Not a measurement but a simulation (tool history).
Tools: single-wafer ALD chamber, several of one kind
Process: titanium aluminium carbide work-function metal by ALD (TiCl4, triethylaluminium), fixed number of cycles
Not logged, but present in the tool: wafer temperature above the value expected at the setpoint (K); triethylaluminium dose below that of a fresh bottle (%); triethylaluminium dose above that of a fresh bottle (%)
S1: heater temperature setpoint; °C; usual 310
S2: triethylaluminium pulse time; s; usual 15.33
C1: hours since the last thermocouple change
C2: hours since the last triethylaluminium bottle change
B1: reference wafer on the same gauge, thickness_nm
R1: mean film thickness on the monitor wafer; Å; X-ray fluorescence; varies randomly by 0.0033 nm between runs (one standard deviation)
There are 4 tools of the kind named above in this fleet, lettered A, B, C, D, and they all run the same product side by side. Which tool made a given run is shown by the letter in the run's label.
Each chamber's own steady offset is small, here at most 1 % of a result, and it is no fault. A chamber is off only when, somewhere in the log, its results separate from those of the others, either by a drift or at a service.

{"run": "1B", "day": 0.529, "S1": 310, "S2": 15.33, "C1": 1913.4, "C2": 1138.4, "B1": 1.8197, "R1": 21.423}
{"run": "2D", "day": 0.888, "S1": 310, "S2": 15.33, "C1": 82.2, "C2": 603.8, "B1": 1.8197, "R1": 21.613}
{"run": "3A", "day": 1.417, "S1": 310, "S2": 15.33, "C1": 908.4, "C2": 1261.2, "B1": 1.8192, "R1": 21.4}
{"run": "4C", "day": 1.95, "S1": 310, "S2": 15.33, "C1": 1627.6, "C2": 1181.6, "B1": 1.819, "R1": 21.327}
{"run": "5C", "day": 2.308, "S1": 310, "S2": 15.33, "C1": 1636.2, "C2": 1190.2, "B1": 1.819, "R1": 21.321}
{"run": "6B", "day": 2.783, "S1": 310, "S2": 15.33, "C1": 1967.5, "C2": 1192.5, "B1": 1.8177, "R1": 21.366}
{"run": "7A", "day": 3.258, "S1": 310, "S2": 15.33, "C1": 952.6, "C2": 1305.4, "B1": 1.8189, "R1": 21.36}
{"run": "8D", "day": 3.55, "S1": 310, "S2": 15.33, "C1": 146.1, "C2": 667.7, "B1": 1.818, "R1": 21.638}
{"run": "9B", "day": 4.179, "S1": 310, "S2": 15.33, "C1": 2001.0, "C2": 1226.0, "B1": 1.8179, "R1": 21.381}
{"run": "10C", "day": 4.758, "S1": 310, "S2": 13.33, "C1": 1695.0, "C2": 1249.0, "B1": 1.8175, "R1": 21.224}
{"run": "11D", "day": 5.133, "S1": 310, "S2": 13.33, "C1": 184.1, "C2": 705.7, "B1": 1.8166, "R1": 21.456}
{"run": "12A", "day": 5.662, "S1": 310, "S2": 13.33, "C1": 1010.3, "C2": 1363.1, "B1": 1.8169, "R1": 21.211}
{"run": "13D", "day": 6.092, "S1": 310, "S2": 13.33, "C1": 207.1, "C2": 728.7, "B1": 1.817, "R1": 21.492}
{"run": "14A", "day": 6.692, "S1": 310, "S2": 11.68, "C1": 1035.0, "C2": 1387.8, "B1": 1.8161, "R1": 20.976}
{"run": "15B", "day": 7.188, "S1": 310, "S2": 11.68, "C1": 2073.2, "C2": 1298.2, "B1": 1.8161, "R1": 21.195}
{"run": "16C", "day": 7.692, "S1": 310, "S2": 11.68, "C1": 1765.4, "C2": 1319.4, "B1": 1.8164, "R1": 20.973}
{"run": "17C", "day": 8.333, "S1": 310, "S2": 11.68, "C1": 1780.8, "C2": 1334.8, "B1": 1.8145, "R1": 20.983}
{"run": "18A", "day": 9.008, "S1": 310, "S2": 9.38, "C1": 1090.6, "C2": 1443.4, "B1": 1.8146, "R1": 20.518}
{"run": "19D", "day": 9.467, "S1": 310, "S2": 9.38, "C1": 288.1, "C2": 809.7, "B1": 1.8147, "R1": 20.774}
{"run": "20B", "day": 10.146, "S1": 310, "S2": 9.38, "C1": 2144.2, "C2": 1369.2, "B1": 1.8144, "R1": 20.641}
{"run": "21A", "day": 10.738, "S1": 310, "S2": 9.38, "C1": 1132.1, "C2": 1484.9, "B1": 1.8139, "R1": 20.48}
{"run": "22C", "day": 11.071, "S1": 310, "S2": 15.33, "C1": 1846.5, "C2": 1400.5, "B1": 1.8138, "R1": 21.278}
{"run": "23B", "day": 11.4, "S1": 310, "S2": 15.33, "C1": 2174.3, "C2": 1399.3, "B1": 1.8126, "R1": 21.405}
{"run": "24D", "day": 12.046, "S1": 310, "S2": 15.33, "C1": 350.0, "C2": 871.6, "B1": 1.8134, "R1": 21.549}
{"day": 12.462, "done": "chamber D: triethylaluminium bottle replaced"}
{"run": "25A", "day": 12.583, "S1": 310, "S2": 15.33, "C1": 1176.4, "C2": 1529.2, "B1": 1.8129, "R1": 21.331}
{"day": 12.796, "done": "chamber C: thermocouple changed; heater temperature recalibrated"}
{"run": "26C", "day": 13.142, "S1": 304, "S2": 11.69, "C1": 8.4, "C2": 1450.2, "B1": 1.8124, "R1": 20.375}
{"day": 13.475, "done": "chamber A: triethylaluminium bottle replaced"}
{"run": "27D", "day": 13.712, "S1": 304, "S2": 11.69, "C1": 390.0, "C2": 30.0, "B1": 1.8129, "R1": 20.734}
{"run": "28B", "day": 14.121, "S1": 304, "S2": 11.69, "C1": 2239.6, "C2": 1464.6, "B1": 1.8122, "R1": 20.591}
{"run": "29A", "day": 14.729, "S1": 304, "S2": 11.69, "C1": 1227.9, "C2": 30.1, "B1": 1.8113, "R1": 20.479}
{"run": "30B", "day": 15.058, "S1": 310, "S2": 15.33, "C1": 2262.1, "C2": 1487.1, "B1": 1.8117, "R1": 21.378}
{"run": "31D", "day": 15.446, "S1": 310, "S2": 15.33, "C1": 431.6, "C2": 71.6, "B1": 1.8106, "R1": 21.518}
{"run": "32C", "day": 15.988, "S1": 310, "S2": 15.33, "C1": 76.7, "C2": 1518.5, "B1": 1.8107, "R1": 21.296}
{"run": "33C", "day": 16.471, "S1": 310, "S2": 15.33, "C1": 88.3, "C2": 1530.1, "B1": 1.8109, "R1": 21.289}
{"run": "34D", "day": 16.821, "S1": 310, "S2": 15.33, "C1": 464.6, "C2": 104.6, "B1": 1.8096, "R1": 21.55}
{"run": "35B", "day": 17.254, "S1": 310, "S2": 15.33, "C1": 2314.8, "C2": 1539.8, "B1": 1.8094, "R1": 21.293}
{"day": 17.562, "done": "chamber C: triethylaluminium bottle replaced"}
{"run": "36A", "day": 17.654, "S1": 315, "S2": 10.57, "C1": 1298.1, "C2": 100.3, "B1": 1.8091, "R1": 21.227}
{"run": "37B", "day": 18.1, "S1": 315, "S2": 10.57, "C1": 2335.1, "C2": 1560.1, "B1": 1.8094, "R1": 21.312}
{"run": "38D", "day": 18.588, "S1": 315, "S2": 10.57, "C1": 507.0, "C2": 147.0, "B1": 1.8094, "R1": 21.502}
{"run": "39A", "day": 19.004, "S1": 315, "S2": 10.57, "C1": 1330.5, "C2": 132.7, "B1": 1.8092, "R1": 21.301}
{"run": "40C", "day": 19.617, "S1": 320, "S2": 19.13, "C1": 163.8, "C2": 49.4, "B1": 1.8081, "R1": 22.238}

Is one chamber off against the others, does the gauge drift, or is nothing wrong? If a chamber is off, say which, and what the likeliest cause is.

None of the chambers is off. What moves is the gauge, dragging all their readings along together.
What lies behind it: gauge reads low (%) = 0.633.

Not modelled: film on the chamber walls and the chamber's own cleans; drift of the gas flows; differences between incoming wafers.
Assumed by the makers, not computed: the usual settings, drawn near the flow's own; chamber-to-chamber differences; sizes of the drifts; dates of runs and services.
